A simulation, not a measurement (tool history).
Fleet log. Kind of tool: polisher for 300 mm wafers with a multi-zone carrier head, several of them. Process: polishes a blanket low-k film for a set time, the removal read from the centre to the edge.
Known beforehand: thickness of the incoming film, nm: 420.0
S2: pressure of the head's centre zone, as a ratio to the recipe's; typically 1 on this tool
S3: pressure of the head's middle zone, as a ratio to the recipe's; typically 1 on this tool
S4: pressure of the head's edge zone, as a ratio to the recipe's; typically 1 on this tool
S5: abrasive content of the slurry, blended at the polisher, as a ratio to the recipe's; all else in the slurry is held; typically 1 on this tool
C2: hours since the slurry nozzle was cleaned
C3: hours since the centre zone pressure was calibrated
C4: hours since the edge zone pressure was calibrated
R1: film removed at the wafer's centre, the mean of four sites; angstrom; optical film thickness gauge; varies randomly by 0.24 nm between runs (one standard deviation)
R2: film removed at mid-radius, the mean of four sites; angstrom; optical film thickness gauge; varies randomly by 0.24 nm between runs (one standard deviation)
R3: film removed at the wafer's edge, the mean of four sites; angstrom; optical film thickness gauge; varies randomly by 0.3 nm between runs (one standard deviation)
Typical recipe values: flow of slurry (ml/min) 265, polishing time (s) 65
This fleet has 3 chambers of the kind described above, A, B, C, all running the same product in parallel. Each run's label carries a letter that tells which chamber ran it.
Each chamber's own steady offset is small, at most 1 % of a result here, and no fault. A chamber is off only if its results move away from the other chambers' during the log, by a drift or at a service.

Run 1B, hour 10.3: usual settings; wafers polished on this pad 502; C2 244.7; C3 104; C4 619.1. Result: R1 207.82 angstrom, R2 209.55 angstrom, R3 207.07 angstrom.
Run 2C, hour 24.9: usual settings; wafers polished on this pad 658; C2 190.1; C3 392.3; C4 113. Result: R1 209.29 angstrom, R2 207.87 angstrom, R3 206.68 angstrom.
Run 3A, hour 36.4: usual settings; wafers polished on this pad 398; C2 156.7; C3 85.6; C4 201.8. Result: R1 206.32 angstrom, R2 211.79 angstrom, R3 211.46 angstrom.
Run 4A, hour 46.5: usual settings; wafers polished on this pad 496; C2 166.8; C3 95.7; C4 211.9. Result: R1 207.04 angstrom, R2 211.44 angstrom, R3 210.6 angstrom.
Run 5B, hour 53.8: usual settings but S4 1.11; wafers polished on this pad 922; C2 288.2; C3 147.5; C4 662.6. Result: R1 206.55 angstrom, R2 206.95 angstrom, R3 218.1 angstrom.
Run 6C, hour 67.8: usual settings but S4 1.11; wafers polished on this pad 1072; C2 233; C3 435.2; C4 155.9. Result: R1 210.44 angstrom, R2 207.11 angstrom, R3 220.76 angstrom.
At hour 67.9: chamber C: worn pad replaced by a new one.
At hour 74.1: chamber A: slurry nozzle cleaned.
Run 7C, hour 77.4: usual settings but S4 1.11; wafers polished on this pad 92; C2 242.6; C3 444.8; C4 165.5. Result: R1 210.75 angstrom, R2 202.21 angstrom, R3 227.13 angstrom.
At hour 81.3: chamber A: worn pad replaced by a new one.
At hour 83.3: chamber B: worn pad replaced by a new one.
Run 8B, hour 92: usual settings; wafers polished on this pad 84; C2 326.4; C3 185.7; C4 700.8. Result: R1 202.47 angstrom, R2 210.98 angstrom, R3 212.1 angstrom.
Run 9A, hour 105.4: usual settings; wafers polished on this pad 232; C2 31.3; C3 154.6; C4 270.8. Result: R1 209.18 angstrom, R2 208.8 angstrom, R3 217.78 angstrom.
Run 10C, hour 117.8: usual settings; wafers polished on this pad 482; C2 283; C3 485.2; C4 205.9. Result: R1 210.36 angstrom, R2 206.95 angstrom, R3 207.1 angstrom.
Run 11A, hour 128.8: usual settings; wafers polished on this pad 458; C2 54.7; C3 178; C4 294.2. Result: R1 209.32 angstrom, R2 206.6 angstrom, R3 213.53 angstrom.
Run 12B, hour 139.2: usual settings; wafers polished on this pad 540; C2 373.6; C3 232.9; C4 748. Result: R1 207.62 angstrom, R2 206.94 angstrom, R3 207.25 angstrom.
Run 13C, hour 153.4: usual settings; wafers polished on this pad 826; C2 318.6; C3 520.8; C4 241.5. Result: R1 209.35 angstrom, R2 205.35 angstrom, R3 213.42 angstrom.
Run 14A, hour 160.5: usual settings; wafers polished on this pad 764; C2 86.4; C3 209.7; C4 325.9. Result: R1 211.09 angstrom, R2 209.15 angstrom, R3 208.39 angstrom.
At hour 166: chamber A: worn pad replaced by a new one.
Run 15B, hour 172.9: usual settings but S2 0.91; wafers polished on this pad 866; C2 407.3; C3 266.6; C4 781.7. Result: R1 188 angstrom, R2 208.52 angstrom, R3 209.82 angstrom.
Run 16C, hour 185.2: usual settings but S2 0.91; wafers polished on this pad 1133; C2 350.4; C3 552.6; C4 273.3. Result: R1 191.15 angstrom, R2 207.94 angstrom, R3 209.4 angstrom.
At hour 194.5: chamber C: centre zone pressure recalibrated.
At hour 195.3: chamber C: worn pad replaced by a new one.
Run 17B, hour 200.1: usual settings but S2 0.91; wafers polished on this pad 1128; C2 434.5; C3 293.8; C4 808.9. Result: R1 187.82 angstrom, R2 205.37 angstrom, R3 209.37 angstrom.
At hour 209: chamber B: worn pad replaced by a new one.
Run 18A, hour 212.3: usual settings; wafers polished on this pad 447; C2 138.2; C3 261.5; C4 377.7. Result: R1 208.28 angstrom, R2 208.24 angstrom, R3 205.66 angstrom.
Run 19A, hour 226.7: usual settings; wafers polished on this pad 586; C2 152.6; C3 275.9; C4 392.1. Result: R1 210.87 angstrom, R2 208.15 angstrom, R3 208.35 angstrom.
Run 20C, hour 235: usual settings; wafers polished on this pad 383; C2 400.2; C3 40.6; C4 323.1. Result: R1 211.02 angstrom, R2 210.91 angstrom, R3 205.04 angstrom.
Run 21B, hour 249.3: usual settings; wafers polished on this pad 389; C2 483.7; C3 343; C4 858.1. Result: R1 206.84 angstrom, R2 211.71 angstrom, R3 211.62 angstrom.
At hour 252.9: chamber A: worn pad replaced by a new one.
Run 22A, hour 262.8: usual settings; wafers polished on this pad 95; C2 188.7; C3 312; C4 428.2. Result: R1 214.31 angstrom, R2 204.26 angstrom, R3 207.97 angstrom.
Run 23B, hour 275.1: usual settings; wafers polished on this pad 639; C2 509.5; C3 368.8; C4 883.9. Result: R1 211.34 angstrom, R2 209.19 angstrom, R3 212.55 angstrom.
At hour 283.8: chamber A: slurry nozzle cleaned.
Run 24C, hour 290.3: usual settings; wafers polished on this pad 917; C2 455.5; C3 95.9; C4 378.4. Result: R1 209.57 angstrom, R2 206.87 angstrom, R3 209.85 angstrom.
Run 25C, hour 299.4: usual settings; wafers polished on this pad 1005; C2 464.6; C3 105; C4 387.5. Result: R1 214.12 angstrom, R2 206.91 angstrom, R3 210.25 angstrom.
At hour 306.5: chamber C: worn pad replaced by a new one.
Run 26A, hour 308.4: usual settings; wafers polished on this pad 536; C2 24.6; C3 357.6; C4 473.8. Result: R1 205.9 angstrom, R2 206.42 angstrom, R3 207.33 angstrom.
At hour 318.6: chamber B: worn pad replaced by a new one.
Run 27B, hour 323.2: usual settings; wafers polished on this pad 45; C2 557.6; C3 416.9; C4 932. Result: R1 204.64 angstrom, R2 211.93 angstrom, R3 207.28 angstrom.
Run 28B, hour 332.2: usual settings; wafers polished on this pad 132; C2 566.6; C3 425.9; C4 941. Result: R1 205.48 angstrom, R2 210.72 angstrom, R3 205.02 angstrom.
At hour 342.4: chamber A: worn pad replaced by a new one.
Run 29C, hour 347.5: usual settings; wafers polished on this pad 396; C2 512.7; C3 153.1; C4 435.6. Result: R1 207.51 angstrom, R2 205.46 angstrom, R3 201.68 angstrom.
Run 30A, hour 357.1: usual settings; wafers polished on this pad 142; C2 73.3; C3 406.3; C4 522.5. Result: R1 210.34 angstrom, R2 205.09 angstrom, R3 213.64 angstrom.
Run 31A, hour 365.1: usual settings; wafers polished on this pad 220; C2 81.3; C3 414.3; C4 530.5. Result: R1 207.34 angstrom, R2 210.04 angstrom, R3 209.83 angstrom.
Run 32C, hour 376.2: usual settings; wafers polished on this pad 673; C2 541.4; C3 181.8; C4 464.3. Result: R1 209.47 angstrom, R2 206.05 angstrom, R3 205.77 angstrom.
Run 33B, hour 391.4: usual settings but S3 0.92; wafers polished on this pad 703; C2 625.8; C3 485.1; C4 1000.2. Result: R1 204.58 angstrom, R2 193.63 angstrom, R3 207.67 angstrom.
Run 34A, hour 400.6: usual settings but S3 0.92; wafers polished on this pad 562; C2 116.8; C3 449.8; C4 566. Result: R1 205.65 angstrom, R2 189.63 angstrom, R3 211.22 angstrom.
Run 35B, hour 413.7: usual settings but S3 0.92; wafers polished on this pad 919; C2 648.1; C3 507.4; C4 1022.5. Result: R1 203.01 angstrom, R2 196.79 angstrom, R3 202.66 angstrom.
Run 36C, hour 429.2: usual settings but S2 0.91, S4 1.06; wafers polished on this pad 1185; C2 594.4; C3 234.8; C4 517.3. Result: R1 189.03 angstrom, R2 209.52 angstrom, R3 216.31 angstrom.

Decide between three cases: one chamber stands off from its peers, the gauge reading all wafers drifts, or nothing is wrong past each chamber's small offset. Where a chamber is off, say which and what most likely put it there.

Nothing is wrong: each chamber keeps only its own small, steady offset and the gauge holds still.
